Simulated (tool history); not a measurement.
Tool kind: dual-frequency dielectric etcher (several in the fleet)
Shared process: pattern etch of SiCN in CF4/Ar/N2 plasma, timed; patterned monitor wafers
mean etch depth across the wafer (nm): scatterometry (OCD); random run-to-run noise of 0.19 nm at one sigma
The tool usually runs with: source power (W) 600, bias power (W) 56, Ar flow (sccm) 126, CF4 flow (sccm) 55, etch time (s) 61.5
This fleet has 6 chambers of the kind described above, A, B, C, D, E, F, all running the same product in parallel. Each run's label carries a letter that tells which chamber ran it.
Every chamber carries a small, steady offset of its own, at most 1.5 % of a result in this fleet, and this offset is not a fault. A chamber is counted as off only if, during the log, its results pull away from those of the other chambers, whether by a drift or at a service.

run	day	source power (W)	bias power (W)	Ar flow (sccm)	CF4 flow (sccm)	etch time (s)	hours since the last wet clean	hours since the last source power generator calibration	hours since the last bias power generator calibration	hours since the last Ar flow controller change	hours since the last CF4 flow controller change	read-back reference wafer on the same gauge, depth_nm	mean etch depth across the wafer (nm)
# day 0.338: chamber A: wet clean of the chamber
1E	0.479	600	56	126	55	61.5	206.2	945.8	3432.1	1353.2	3442.7	62.509	57.902
2A	0.912	600	56	126	55	61.5	13.9	173.2	295.3	2314.1	4753.2	62.465	57.837
# day 1.321: chamber A: CF4 flow controller replaced
3C	1.342	600	56	126	55	61.5	38.7	539.1	615.1	1785.8	797.4	62.518	56.961
4D	1.6	600	56	126	55	61.5	310.9	1173.2	2197.8	1541.9	3106.2	62.482	57.539
5B	1.917	600	56	126	55	61.5	575.4	392.1	3660.8	1870.4	1577.9	62.496	57.189
6F	2.354	600	56	126	55	61.5	368.5	261.5	955.7	1563	1970.4	62.455	58.148
7D	2.779	600	56	126	55	61.5	339.2	1201.5	2226.1	1570.2	3134.5	62.49	57.483
8C	3.05	600	56	126	55	61.5	79.7	580.1	656.1	1826.8	838.4	62.486	56.889
9E	3.542	600	56	126	55	61.5	279.7	1019.3	3505.6	1426.7	3516.2	62.482	57.731
10B	3.904	600	56	126	55	61.5	623.1	439.8	3708.5	1918.1	1625.6	62.479	57.456
11F	4.158	530	56	126	61	61.5	411.8	304.8	999	1606.3	2013.7	62.513	53.301
# day 4.408: chamber C: Ar flow controller replaced
12A	4.458	530	56	126	61	61.5	99	258.3	380.4	2399.2	75.4	62.497	52.735
13C	4.683	530	56	126	61	61.5	118.9	619.3	695.3	6.7	877.6	62.486	51.872
14B	4.962	530	56	126	61	61.5	648.5	465.2	3733.9	1943.5	1651	62.551	52.553
15D	5.392	530	56	126	61	61.5	401.9	1264.2	2288.8	1632.9	3197.2	62.504	52.643
16A	5.633	530	56	126	61	61.5	127.2	286.5	408.6	2427.4	103.6	62.48	52.595
17E	5.971	600	56	126	55	61.5	338	1077.6	3563.9	1485	3574.5	62.525	57.905
# day 6.196: chamber B: wet clean of the chamber
18F	6.367	600	56	126	55	61.5	464.8	357.8	1052	1659.3	2066.7	62.521	58.171
# day 6.408: chamber F: wet clean of the chamber
19F	6.604	600	56	126	55	61.5	4.8	363.5	1057.7	1665	2072.4	62.503	58.043
20C	6.992	600	56	126	55	61.5	174.3	674.7	750.7	62.1	933	62.495	56.832
21A	7.379	600	56	126	55	61.5	169.1	328.4	450.5	2469.3	145.5	62.421	57.356
22D	7.704	600	56	126	55	61.5	457.4	1319.7	2344.3	1688.4	3252.7	62.506	57.688
# day 8.075: chamber D: wet clean of the chamber
# day 8.2: chamber E: bias power generator calibrated
23E	8.217	600	56	126	55	61.5	391.9	1131.5	0.4	1538.9	3628.4	62.503	57.162
24B	8.454	600	56	126	55	61.5	54.2	549	3817.7	2027.3	1734.8	62.501	57.404
25F	8.808	600	56	126	55	61.5	57.7	416.4	1110.6	1717.9	2125.3	62.497	57.947
26D	9.079	600	56	126	55	61.5	24.2	1352.7	2377.3	1721.4	3285.7	62.466	57.725
27B	9.558	600	56	126	55	61.5	80.7	575.5	3844.2	2053.8	1761.3	62.511	57.677
28E	9.925	600	56	126	55	61.5	432.9	1172.5	41.4	1579.9	3669.4	62.47	57.569
29A	10.433	600	56	126	55	48	242.4	401.7	523.8	2542.6	218.8	62.493	44.992
# day 10.746: chamber D: bias power generator calibrated
30C	10.817	600	56	126	55	48	266.1	766.5	842.5	153.9	1024.8	62.463	44.619
31C	11.25	600	56	126	55	48	276.5	776.9	852.9	164.3	1035.2	62.465	44.428
32F	11.538	600	56	126	55	48	123.2	481.9	1176.1	1783.4	2190.8	62.458	45.01
33E	11.958	600	56	126	55	48	481.7	1221.3	90.2	1628.7	3718.2	62.506	45.016
34D	12.179	600	56	126	55	48	98.6	1427.1	34.5	1795.8	3360.1	62.536	45.171
35B	12.562	600	56	126	55	61.5	152.8	647.6	3916.3	2125.9	1833.4	62.554	57.491
36A	13.075	600	56	126	55	61.5	305.8	465.1	587.2	2606	282.2	62.428	58.095
37F	13.588	600	56	126	55	61.5	172.4	531.1	1225.3	1832.6	2240	62.506	58.128
38B	13.817	600	56	126	55	61.5	182.9	677.7	3946.4	2156	1863.5	62.537	57.467

Has any chamber moved away from the others, gradually or after a service, or does the common gauge drift, or do the chambers differ only by their own small steady offsets? State the chamber and the most likely cause if one applies.

No chamber stands off beyond its own small offset, and the gauge holds steady.
